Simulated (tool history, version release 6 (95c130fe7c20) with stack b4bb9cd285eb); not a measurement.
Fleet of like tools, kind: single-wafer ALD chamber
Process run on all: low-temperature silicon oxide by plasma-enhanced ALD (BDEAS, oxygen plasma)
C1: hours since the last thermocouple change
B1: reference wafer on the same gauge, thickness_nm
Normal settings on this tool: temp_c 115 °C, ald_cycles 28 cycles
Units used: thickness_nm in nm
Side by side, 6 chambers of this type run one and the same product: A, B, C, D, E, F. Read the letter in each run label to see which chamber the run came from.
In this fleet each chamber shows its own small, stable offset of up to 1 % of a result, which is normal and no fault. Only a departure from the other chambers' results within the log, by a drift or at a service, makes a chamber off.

Run 1F, hour 4.4: usual settings; C1 84.5; B1 4.5696. Result: thickness_nm 3.8780 nm.
Run 2D, hour 8.6: usual settings; C1 746.5; B1 4.5712. Result: thickness_nm 3.8924 nm.
Run 3C, hour 11.8: usual settings; C1 1093.5; B1 4.5718. Result: thickness_nm 3.9250 nm.
Run 4A, hour 14.8: usual settings; C1 955.9; B1 4.5702. Result: thickness_nm 3.8892 nm.
Run 5B, hour 18.3: usual settings; C1 469.7; B1 4.5727. Result: thickness_nm 3.9107 nm.
Run 6E, hour 22.1: usual settings; C1 1278.1; B1 4.5723. Result: thickness_nm 3.9071 nm.
Run 7C, hour 25.6: usual settings; C1 1107.3; B1 4.5741. Result: thickness_nm 3.9242 nm.
Run 8F, hour 28.4: usual settings; C1 108.5; B1 4.5740. Result: thickness_nm 3.8717 nm.
Run 9D, hour 31.4: usual settings; C1 769.3; B1 4.5732. Result: thickness_nm 3.9061 nm.
Run 10B, hour 34.4: usual settings; C1 485.8; B1 4.5747. Result: thickness_nm 3.9092 nm.
Run 11A, hour 38.7: usual settings; C1 979.8; B1 4.5761. Result: thickness_nm 3.8842 nm.
Run 12E, hour 41.0: usual settings; C1 1297.0; B1 4.5770. Result: thickness_nm 3.8981 nm.
Run 13C, hour 45.7: usual settings; C1 1127.4; B1 4.5762. Result: thickness_nm 3.9232 nm.
Run 14D, hour 49.7: usual settings; C1 787.6; B1 4.5769. Result: thickness_nm 3.9121 nm.
Run 15A, hour 54.5: usual settings; C1 995.6; B1 4.5771. Result: thickness_nm 3.8892 nm.
Run 16B, hour 59.2: usual settings; C1 510.6; B1 4.5768. Result: thickness_nm 3.9059 nm.
Run 17F, hour 62.5: usual settings but ald_cycles 26 cycles; C1 142.6; B1 4.5789. Result: thickness_nm 3.6015 nm.
Run 18E, hour 67.1: usual settings but ald_cycles 26 cycles; C1 1323.1; B1 4.5787. Result: thickness_nm 3.6293 nm.
Run 19B, hour 69.8: usual settings but ald_cycles 26 cycles; C1 521.2; B1 4.5787. Result: thickness_nm 3.6378 nm.
Run 20D, hour 72.5: usual settings but ald_cycles 26 cycles; C1 810.4; B1 4.5789. Result: thickness_nm 3.6294 nm.
Run 21A, hour 75.7: usual settings but ald_cycles 26 cycles; C1 1016.8; B1 4.5802. Result: thickness_nm 3.6194 nm.
Run 22C, hour 80.0: usual settings but ald_cycles 26 cycles; C1 1161.7; B1 4.5807. Result: thickness_nm 3.6536 nm.
Run 23F, hour 83.6: usual settings; C1 163.7; B1 4.5804. Result: thickness_nm 3.8821 nm.
Run 24E, hour 88.3: usual settings but temp_c 120 °C; C1 1344.3; B1 4.5798. Result: thickness_nm 3.8708 nm.
Run 25C, hour 93.1: usual settings but temp_c 120 °C; C1 1174.8; B1 4.5813. Result: thickness_nm 3.8975 nm.
Run 26B, hour 96.1: usual settings but temp_c 120 °C; C1 547.5; B1 4.5820. Result: thickness_nm 3.8802 nm.
Run 27A, hour 99.7: usual settings but temp_c 120 °C; C1 1040.8; B1 4.5823. Result: thickness_nm 3.8557 nm.
Run 28D, hour 103.6: usual settings but temp_c 120 °C; C1 841.5; B1 4.5851. Result: thickness_nm 3.8763 nm.
Run 29E, hour 108.6: usual settings but temp_c 120 °C; C1 1364.6; B1 4.5845. Result: thickness_nm 3.8714 nm.
Run 30F, hour 111.9: usual settings; C1 192.0; B1 4.5859. Result: thickness_nm 3.8874 nm.
Run 31C, hour 115.9: usual settings; C1 1197.6; B1 4.5855. Result: thickness_nm 3.9357 nm.
Run 32E, hour 120.8: usual settings; C1 1376.8; B1 4.5857. Result: thickness_nm 3.9154 nm.
Run 33A, hour 125.3: usual settings; C1 1066.4; B1 4.5871. Result: thickness_nm 3.8977 nm.
Run 34D, hour 129.5: usual settings; C1 867.4; B1 4.5867. Result: thickness_nm 3.9109 nm.
Run 35B, hour 133.7: usual settings; C1 585.1; B1 4.5886. Result: thickness_nm 3.9186 nm.
Run 36F, hour 137.3: usual settings; C1 217.4; B1 4.5876. Result: thickness_nm 3.8895 nm.
Run 37E, hour 140.0: usual settings but temp_c 109 °C, ald_cycles 32 cycles; C1 1396.0; B1 4.5884. Result: thickness_nm 4.5252 nm.
Run 38F, hour 142.2: usual settings but temp_c 109 °C, ald_cycles 32 cycles; C1 222.3; B1 4.5888. Result: thickness_nm 4.4975 nm.
Run 39A, hour 144.5: usual settings but temp_c 109 °C, ald_cycles 32 cycles; C1 1085.6; B1 4.5882. Result: thickness_nm 4.5068 nm.
Run 40D, hour 149.2: usual settings but temp_c 109 °C, ald_cycles 32 cycles; C1 887.1; B1 4.5900. Result: thickness_nm 4.5256 nm.
Run 41C, hour 152.4: usual settings but temp_c 109 °C, ald_cycles 32 cycles; C1 1234.1; B1 4.5893. Result: thickness_nm 4.5523 nm.

Decide between three cases: one chamber stands off from its peers, the gauge reading all wafers drifts, or nothing is wrong past each chamber's small offset. Where a chamber is off, say which and what most likely put it there.

Every chamber seems to shift together because the gauge that measures them all drifts; the chambers themselves are fine.
Most likely cause: gauge reads high (%) = 0.452.
